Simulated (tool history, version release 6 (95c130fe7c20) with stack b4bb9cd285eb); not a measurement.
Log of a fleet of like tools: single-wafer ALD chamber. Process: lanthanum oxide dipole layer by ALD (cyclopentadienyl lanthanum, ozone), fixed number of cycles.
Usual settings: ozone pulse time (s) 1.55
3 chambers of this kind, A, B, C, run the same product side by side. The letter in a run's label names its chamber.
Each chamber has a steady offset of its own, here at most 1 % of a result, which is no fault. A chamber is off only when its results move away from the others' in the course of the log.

run	hour	ozone pulse time (s)	read-back reference wafer on the same gauge, thickness_nm	mean film thickness on the monitor wafer (nm)
1C	7.4	1.55	0.53919	0.54675
2A	12.8	1.55	0.53894	0.55277
3B	19.1	1.55	0.53916	0.54798
4C	26.5	1.55	0.53907	0.54627
5B	30.4	1.55	0.53888	0.54751
6A	38.0	1.55	0.53931	0.54973
7A	43.4	1.55	0.53846	0.54820
8B	49.5	1.55	0.53896	0.54504
9C	53.7	1.55	0.53891	0.54751
10C	58.6	1.55	0.53914	0.54690
11A	63.4	1.55	0.53909	0.55214
12B	68.1	1.55	0.53897	0.54888
13C	73.4	1.55	0.53875	0.54381
14A	77.0	1.55	0.53902	0.55215
15B	84.0	1.30	0.53885	0.53231
16A	90.9	1.30	0.53910	0.53182
17B	97.0	1.30	0.53916	0.53023
18C	101.1	1.55	0.53909	0.54754
19A	106.2	1.08	0.53865	0.51159
20B	112.4	1.08	0.53884	0.50585
21C	115.9	1.08	0.53903	0.50370
22B	120.8	1.55	0.53854	0.54859
23A	124.3	1.55	0.53859	0.54904
24C	129.6	1.55	0.53942	0.54691
25A	133.2	1.55	0.53892	0.54738
26C	139.4	1.55	0.53875	0.54754
27B	145.6	1.18	0.53920	0.52074
28A	153.0	1.18	0.53943	0.51823
29B	157.4	1.18	0.53929	0.51831
30C	163.5	1.55	0.53878	0.54786
31C	167.3	1.55	0.53909	0.54508
32B	171.7	1.55	0.53889	0.54615
33A	175.2	1.55	0.53932	0.54919
34C	180.8	1.55	0.53902	0.54545
35B	187.2	2.11	0.53919	0.56546
36A	190.7	2.11	0.53871	0.56853
37C	195.2	2.11	0.53880	0.56437

All 3 chambers run these settings next. Forecast each chamber's results:
38A	200.6	1.55		?
38B	200.6	1.55		?
38C	200.6	1.55		?

run	mean film thickness on the monitor wafer (nm)
38A	0.55152
38B	0.54850
38C	0.54700
